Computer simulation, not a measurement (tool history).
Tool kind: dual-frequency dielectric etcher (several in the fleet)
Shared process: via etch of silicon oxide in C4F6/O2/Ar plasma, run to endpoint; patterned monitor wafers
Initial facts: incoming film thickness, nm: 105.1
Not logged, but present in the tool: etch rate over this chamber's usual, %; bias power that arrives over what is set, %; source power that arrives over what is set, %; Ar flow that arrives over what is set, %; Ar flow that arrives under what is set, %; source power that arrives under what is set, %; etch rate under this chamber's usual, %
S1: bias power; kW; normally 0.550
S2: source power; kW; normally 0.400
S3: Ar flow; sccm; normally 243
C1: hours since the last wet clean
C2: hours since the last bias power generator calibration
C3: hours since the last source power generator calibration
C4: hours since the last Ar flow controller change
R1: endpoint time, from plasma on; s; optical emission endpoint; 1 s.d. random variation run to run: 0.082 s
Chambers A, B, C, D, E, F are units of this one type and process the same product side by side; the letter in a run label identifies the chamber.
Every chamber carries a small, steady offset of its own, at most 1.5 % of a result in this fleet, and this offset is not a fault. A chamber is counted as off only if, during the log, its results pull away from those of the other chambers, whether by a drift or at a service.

| run | hour | S1 | S2 | S3 | C1 | C2 | C3 | C4 | R1 |
|---|---|---|---|---|---|---|---|---|---|
| 1D | 4.0 | 0.550 | 0.400 | 243 | 86.5 | 403.0 | 3576.4 | 1250.1 | 21.752 |
| 2F | 9.0 | 0.550 | 0.400 | 243 | 310.0 | 4125.2 | 1660.6 | 1270.5 | 21.779 |
| 3E | 11.8 | 0.550 | 0.400 | 243 | 671.7 | 1276.0 | 66.3 | 809.9 | 21.710 |
| 4C | 15.7 | 0.550 | 0.400 | 243 | 216.7 | 2227.5 | 62.7 | 2827.4 | 21.875 |
| 5A | 18.6 | 0.550 | 0.400 | 243 | 226.4 | 4134.9 | 2359.6 | 2352.9 | 21.854 |
| 6B | 22.8 | 0.550 | 0.400 | 243 | 431.9 | 3696.0 | 1532.2 | 873.9 | 21.548 |
| 7D | 26.9 | 0.550 | 0.400 | 243 | 109.4 | 425.9 | 3599.3 | 1273.0 | 21.924 |
| 8E | 31.8 | 0.550 | 0.400 | 243 | 691.7 | 1296.0 | 86.3 | 829.9 | 21.768 |
|  | 34.2 | chamber E: wet clean of the chamber |
| 9A | 34.2 | 0.550 | 0.400 | 243 | 242.0 | 4150.5 | 2375.2 | 2368.5 | 21.799 |
| 10F | 36.9 | 0.550 | 0.400 | 243 | 337.9 | 4153.1 | 1688.5 | 1298.4 | 21.762 |
| 11C | 39.8 | 0.550 | 0.400 | 243 | 240.8 | 2251.6 | 86.8 | 2851.5 | 22.055 |
| 12B | 43.5 | 0.550 | 0.400 | 243 | 452.6 | 3716.7 | 1552.9 | 894.6 | 21.541 |
| 13E | 47.3 | 0.550 | 0.400 | 243 | 13.1 | 1311.5 | 101.8 | 845.4 | 21.929 |
| 14F | 50.9 | 0.550 | 0.470 | 243 | 351.9 | 4167.1 | 1702.5 | 1312.4 | 20.470 |
| 15A | 54.5 | 0.550 | 0.470 | 243 | 262.3 | 4170.8 | 2395.5 | 2388.8 | 20.642 |
| 16C | 58.1 | 0.550 | 0.470 | 243 | 259.1 | 2269.9 | 105.1 | 2869.8 | 20.564 |
| 17B | 60.7 | 0.550 | 0.470 | 243 | 469.8 | 3733.9 | 1570.1 | 911.8 | 20.443 |
| 18D | 64.1 | 0.550 | 0.470 | 243 | 146.6 | 463.1 | 3636.5 | 1310.2 | 20.673 |
| 19E | 67.0 | 0.550 | 0.470 | 243 | 32.8 | 1331.2 | 121.5 | 865.1 | 20.427 |
| 20A | 70.7 | 0.550 | 0.400 | 243 | 278.5 | 4187.0 | 2411.7 | 2405.0 | 21.905 |
| 21D | 75.9 | 0.550 | 0.400 | 243 | 158.4 | 474.9 | 3648.3 | 1322.0 | 21.848 |
| 22F | 79.8 | 0.550 | 0.340 | 243 | 380.8 | 4196.0 | 1731.4 | 1341.3 | 23.242 |
| 23B | 83.5 | 0.550 | 0.340 | 243 | 492.6 | 3756.7 | 1592.9 | 934.6 | 22.966 |
| 24C | 88.5 | 0.550 | 0.340 | 243 | 289.5 | 2300.3 | 135.5 | 2900.2 | 23.265 |
| 25E | 92.1 | 0.550 | 0.340 | 243 | 57.9 | 1356.3 | 146.6 | 890.2 | 23.085 |
| 26A | 96.5 | 0.550 | 0.340 | 243 | 304.3 | 4212.8 | 2437.5 | 2430.8 | 23.147 |
| 27C | 101.5 | 0.550 | 0.340 | 243 | 302.5 | 2313.3 | 148.5 | 2913.2 | 23.259 |
| 28D | 104.8 | 0.550 | 0.400 | 243 | 187.3 | 503.8 | 3677.2 | 1350.9 | 22.005 |
| 29B | 109.2 | 0.550 | 0.400 | 243 | 518.3 | 3782.4 | 1618.6 | 960.3 | 21.594 |
| 30F | 111.7 | 0.550 | 0.400 | 243 | 412.7 | 4227.9 | 1763.3 | 1373.2 | 22.342 |
| 31B | 116.0 | 0.550 | 0.400 | 243 | 525.1 | 3789.2 | 1625.4 | 967.1 | 21.498 |
| 32F | 120.2 | 0.550 | 0.400 | 243 | 421.2 | 4236.4 | 1771.8 | 1381.7 | 22.396 |
| 33E | 125.5 | 0.550 | 0.400 | 243 | 91.3 | 1389.7 | 180.0 | 923.6 | 21.798 |
| 34D | 128.6 | 0.550 | 0.400 | 243 | 211.1 | 527.6 | 3701.0 | 1374.7 | 21.880 |
| 35C | 133.0 | 0.550 | 0.400 | 243 | 334.0 | 2344.8 | 180.0 | 2944.7 | 21.974 |
| 36A | 137.4 | 0.550 | 0.400 | 243 | 345.2 | 4253.7 | 2478.4 | 2471.7 | 21.728 |
| 37F | 139.9 | 0.550 | 0.400 | 243 | 440.9 | 4256.1 | 1791.5 | 1401.4 | 22.686 |
| 38D | 142.6 | 0.550 | 0.400 | 243 | 225.1 | 541.6 | 3715.0 | 1388.7 | 21.972 |
| 39A | 146.8 | 0.550 | 0.400 | 243 | 354.6 | 4263.1 | 2487.8 | 2481.1 | 21.692 |
| 40C | 149.2 | 0.550 | 0.400 | 243 | 350.2 | 2361.0 | 196.2 | 2960.9 | 21.967 |
| 41B | 153.1 | 0.550 | 0.400 | 243 | 562.2 | 3826.3 | 1662.5 | 1004.2 | 21.512 |
| 42E | 158.2 | 0.550 | 0.400 | 243 | 124.0 | 1422.4 | 212.7 | 956.3 | 21.844 |

Which is it: a chamber that has drifted or been left off by a service, a gauge drift common to all chambers, or only each chamber's usual small offset? If a chamber is off, name it and its likeliest cause.

One chamber, F, drifts off from the rest bit by bit.
What lies behind it: etch rate under this chamber's usual, % = 4.72.

Which of the 4 candidates below, each the usual settings with something changed and its results left as question marks, puts chamber F back in line with what the other chambers give on the usual settings?
To be in line, a result may differ from the other chambers' mean on the usual settings by at most: R1 0.290 s
| 43F-1 | 162.0 | 0.517 | 0.380 | 247 |  |  |  |  | ? |
| 43F-2 | 162.0 | 0.550 | 0.330 | 243 |  |  |  |  | ? |
| 43F-3 | 162.0 | 0.550 | 0.480 | 243 |  |  |  |  | ? |
| 43F-4 | 162.0 | 0.611 | 0.400 | 235 |  |  |  |  | ? |

Average result of the remaining chambers running the usual settings: R1 21.783 s
| run | R1 |
|---|---|
| 43F-1 | 23.859 |
| 43F-2 | 24.511 |
| 43F-3 | 21.340 |
| 43F-4 | 21.852 |
43F-4 puts the chamber back in line with the other chambers.

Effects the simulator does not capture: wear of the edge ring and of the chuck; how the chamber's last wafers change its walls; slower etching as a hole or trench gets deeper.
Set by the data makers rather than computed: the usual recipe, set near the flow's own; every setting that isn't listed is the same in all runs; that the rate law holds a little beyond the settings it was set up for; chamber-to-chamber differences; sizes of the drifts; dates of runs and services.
